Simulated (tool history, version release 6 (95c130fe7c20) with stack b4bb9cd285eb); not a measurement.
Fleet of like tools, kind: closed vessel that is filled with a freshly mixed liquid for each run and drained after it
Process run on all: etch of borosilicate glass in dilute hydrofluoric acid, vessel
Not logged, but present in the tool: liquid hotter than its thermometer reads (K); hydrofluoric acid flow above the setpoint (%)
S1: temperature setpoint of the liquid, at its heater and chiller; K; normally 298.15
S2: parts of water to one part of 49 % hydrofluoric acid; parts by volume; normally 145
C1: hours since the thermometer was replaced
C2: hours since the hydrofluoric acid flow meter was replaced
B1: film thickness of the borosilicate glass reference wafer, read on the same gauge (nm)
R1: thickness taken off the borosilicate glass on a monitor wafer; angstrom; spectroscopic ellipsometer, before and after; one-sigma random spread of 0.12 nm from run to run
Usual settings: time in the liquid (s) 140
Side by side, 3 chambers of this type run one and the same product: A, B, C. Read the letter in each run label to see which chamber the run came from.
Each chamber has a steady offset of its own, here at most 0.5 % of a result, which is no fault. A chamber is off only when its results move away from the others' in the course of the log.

{"run": "1C", "hour": 8.0, "S1": 298.15, "S2": 145, "time in the liquid (s)": 140, "C1": 577.6, "C2": 282.7, "B1": 119.99, "R1": 162.07}
{"run": "2A", "hour": 17.3, "S1": 298.15, "S2": 145, "time in the liquid (s)": 140, "C1": 444.2, "C2": 365.5, "B1": 120.02, "R1": 159}
{"run": "3B", "hour": 25.3, "S1": 298.15, "S2": 145, "time in the liquid (s)": 140, "C1": 192.6, "C2": 672.9, "B1": 120.01, "R1": 160.85}
{"run": "4C", "hour": 33.9, "S1": 298.15, "S2": 145, "time in the liquid (s)": 140, "C1": 603.5, "C2": 308.6, "B1": 120.01, "R1": 160.32}
{"run": "5A", "hour": 43.0, "S1": 298.15, "S2": 145, "time in the liquid (s)": 140, "C1": 469.9, "C2": 391.2, "B1": 120, "R1": 159.63}
{"run": "6B", "hour": 49.3, "S1": 300.15, "S2": 145, "time in the liquid (s)": 90, "C1": 216.6, "C2": 696.9, "B1": 119.99, "R1": 111.81}
{"run": "7A", "hour": 56.8, "S1": 300.15, "S2": 145, "time in the liquid (s)": 90, "C1": 483.7, "C2": 405, "B1": 120.02, "R1": 110.71}
{"run": "8C", "hour": 64.1, "S1": 300.15, "S2": 145, "time in the liquid (s)": 90, "C1": 633.7, "C2": 338.8, "B1": 120, "R1": 109.96}
{"run": "9B", "hour": 71.2, "S1": 298.15, "S2": 145, "time in the liquid (s)": 140, "C1": 238.5, "C2": 718.8, "B1": 120, "R1": 162.09}
{"run": "10A", "hour": 76.7, "S1": 298.15, "S2": 145, "time in the liquid (s)": 140, "C1": 503.6, "C2": 424.9, "B1": 119.99, "R1": 159.75}
{"run": "11C", "hour": 84.9, "S1": 298.15, "S2": 145, "time in the liquid (s)": 140, "C1": 654.5, "C2": 359.6, "B1": 119.99, "R1": 160.3}
{"run": "12B", "hour": 93.6, "S1": 298.15, "S2": 145, "time in the liquid (s)": 140, "C1": 260.9, "C2": 741.2, "B1": 119.98, "R1": 160.64}
{"run": "13A", "hour": 102.5, "S1": 298.15, "S2": 145, "time in the liquid (s)": 140, "C1": 529.4, "C2": 450.7, "B1": 119.97, "R1": 162.34}
{"run": "14C", "hour": 109.1, "S1": 298.15, "S2": 145, "time in the liquid (s)": 140, "C1": 678.7, "C2": 383.8, "B1": 120, "R1": 160.81}
{"run": "15B", "hour": 115.4, "S1": 298.15, "S2": 145, "time in the liquid (s)": 140, "C1": 282.7, "C2": 763, "B1": 120.01, "R1": 162.08}
{"run": "16A", "hour": 122.4, "S1": 298.15, "S2": 145, "time in the liquid (s)": 140, "C1": 549.3, "C2": 470.6, "B1": 120.02, "R1": 161.47}
{"run": "17B", "hour": 131.1, "S1": 298.15, "S2": 145, "time in the liquid (s)": 140, "C1": 298.4, "C2": 778.7, "B1": 119.98, "R1": 160.99}
{"run": "18C", "hour": 138.2, "S1": 298.15, "S2": 145, "time in the liquid (s)": 140, "C1": 707.8, "C2": 412.9, "B1": 120.01, "R1": 160.46}
{"run": "19A", "hour": 144.0, "S1": 298.15, "S2": 145, "time in the liquid (s)": 140, "C1": 570.9, "C2": 492.2, "B1": 120.02, "R1": 163.22}
{"run": "20B", "hour": 150.4, "S1": 294.65, "S2": 145, "time in the liquid (s)": 85, "C1": 317.7, "C2": 798, "B1": 120.01, "R1": 86.281}
{"run": "21C", "hour": 159.2, "S1": 294.65, "S2": 145, "time in the liquid (s)": 85, "C1": 728.8, "C2": 433.9, "B1": 120.01, "R1": 85.282}
{"run": "22B", "hour": 166.9, "S1": 294.65, "S2": 145, "time in the liquid (s)": 85, "C1": 334.2, "C2": 814.5, "B1": 120, "R1": 85.154}
{"run": "23A", "hour": 175.4, "S1": 298.15, "S2": 145, "time in the liquid (s)": 140, "C1": 602.3, "C2": 523.6, "B1": 120.01, "R1": 168.64}
{"run": "24C", "hour": 184.6, "S1": 298.15, "S2": 145, "time in the liquid (s)": 140, "C1": 754.2, "C2": 459.3, "B1": 120.01, "R1": 160.11}
{"run": "25A", "hour": 193.5, "S1": 298.15, "S2": 145, "time in the liquid (s)": 140, "C1": 620.4, "C2": 541.7, "B1": 120.01, "R1": 167.93}
{"run": "26C", "hour": 198.3, "S1": 298.15, "S2": 145, "time in the liquid (s)": 140, "C1": 767.9, "C2": 473, "B1": 120.01, "R1": 161.04}
{"run": "27B", "hour": 206.5, "S1": 298.15, "S2": 145, "time in the liquid (s)": 140, "C1": 373.8, "C2": 854.1, "B1": 119.99, "R1": 162.79}
{"run": "28C", "hour": 212.4, "S1": 298.15, "S2": 145, "time in the liquid (s)": 140, "C1": 782, "C2": 487.1, "B1": 120.01, "R1": 159.4}
{"run": "29A", "hour": 221.0, "S1": 298.15, "S2": 145, "time in the liquid (s)": 140, "C1": 647.9, "C2": 569.2, "B1": 119.99, "R1": 168.79}
{"run": "30B", "hour": 227.0, "S1": 298.15, "S2": 145, "time in the liquid (s)": 140, "C1": 394.3, "C2": 874.6, "B1": 120.01, "R1": 162.06}
{"run": "31B", "hour": 235.8, "S1": 298.15, "S2": 145, "time in the liquid (s)": 140, "C1": 403.1, "C2": 883.4, "B1": 120, "R1": 160.51}
{"run": "32A", "hour": 243.0, "S1": 298.15, "S2": 145, "time in the liquid (s)": 140, "C1": 669.9, "C2": 591.2, "B1": 120, "R1": 173.22}
{"hour": 245.0, "done": "chamber B: hydrofluoric acid flow meter replaced"}
{"hour": 248.3, "done": "chamber C: thermometer replaced"}
{"run": "33C", "hour": 249.4, "S1": 298.15, "S2": 145, "time in the liquid (s)": 140, "C1": 1.2, "C2": 524.1, "B1": 120, "R1": 160.61}
{"run": "34C", "hour": 258.4, "S1": 298.15, "S2": 145, "time in the liquid (s)": 140, "C1": 10.2, "C2": 533.1, "B1": 120, "R1": 160.41}
{"run": "35B", "hour": 266.9, "S1": 300.65, "S2": 145, "time in the liquid (s)": 140, "C1": 434.2, "C2": 22, "B1": 120, "R1": 177.42}

Is one chamber out of step, is the gauge drifting, or do the chambers differ by no more than their own small offsets? For an off chamber, give its letter and the likeliest cause.

Chamber A drifts away from the others.
Cause: liquid hotter than its thermometer reads (K) = 2.38.
From this log alone, it may not be told apart from: hydrofluoric acid flow above the setpoint (%).

Here are 4 candidates for chamber A's next run, each the usual settings with a change, their results left as question marks. Which one brings its results back in line with what the others give on the usual settings?
A result is in line if it is within this distance of the other chambers' mean on the usual settings: R1 4.1 angstrom
{"run": "36A-1", "hour": 273.8, "S1": 298.15, "S2": 150, "time in the liquid (s)": 135, "R1": "?"}
{"run": "36A-2", "hour": 273.8, "S1": 298.15, "S2": 145, "time in the liquid (s)": 145, "R1": "?"}
{"run": "36A-3", "hour": 273.8, "S1": 298.15, "S2": 145, "time in the liquid (s)": 135, "R1": "?"}
{"run": "36A-4", "hour": 273.8, "S1": 300.65, "S2": 145, "time in the liquid (s)": 140, "R1": "?"}

Mean of the other chambers on the usual settings: R1 160.83 angstrom
run=36A-1 R1=162.13
run=36A-2 R1=181.34
run=36A-3 R1=168.83
run=36A-4 R1=191.73
It is 36A-1 that realigns the chamber with its peers.
